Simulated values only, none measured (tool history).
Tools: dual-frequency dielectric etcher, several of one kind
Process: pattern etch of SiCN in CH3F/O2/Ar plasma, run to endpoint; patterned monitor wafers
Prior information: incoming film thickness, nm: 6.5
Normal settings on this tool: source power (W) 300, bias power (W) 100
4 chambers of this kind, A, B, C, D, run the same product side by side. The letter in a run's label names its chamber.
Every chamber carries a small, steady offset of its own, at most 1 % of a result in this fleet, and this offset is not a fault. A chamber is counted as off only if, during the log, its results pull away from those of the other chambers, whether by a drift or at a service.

run   hour  source power (W)  bias power (W)  endpoint time (s)
 1A    9.1               300             100             17.125
 2D   15.9               300             100             17.171
 3B   24.1               300             100             17.116
 4C   30.1               300             100             17.162
      32.8  -- chamber B: wet clean of the chamber
 5D   37.6               300             100             17.112
 6B   43.7               300             100               17.2
 7C   53.9               300             100             17.216
 8A   60.9               360              87             16.924
 9A   70.4               360              87             16.781
10C   77.3               360              87             16.781
11D   84.1               360              87             16.852
12B   93.8               300             100             17.014
13B   99.4               300             100             16.992
14C    105               300             100             17.156
15D  109.7               300             100             17.125
     115.5  -- chamber A: wet clean of the chamber
16A  117.4               240              87              20.47
17B  126.1               240              87             19.739
18C  133.3               240              87             19.471
19A  139.1               240              87             20.514
20D  144.9               300             100             17.108
21A  149.9               300             100             18.041
22B  156.6               300             100             17.264
23C    164               300             100             17.085
24D  172.3               300             100             17.131
     176.4  -- chamber D: wet clean of the chamber
25C  180.9               300             100             17.065
26D    186               300             100             17.133
27A    196               300             100             17.978
28B  200.9               300             100             17.118
     202.6  -- chamber D: source power generator calibrated
29B  206.1               300             100              17.34
30D  211.9               300              88             18.067
31C  220.8               300              88             18.005

Each of the 4 chambers runs these same settings next. Fill in every chamber's results:
32A  228.2               300             123                  ?
32B  228.2               300             123                  ?
32C  228.2               300             123                  ?
32D  228.2               300             123                  ?

run  endpoint time (s)
32A             16.544
32B             15.911
32C             15.762
32D             16.071
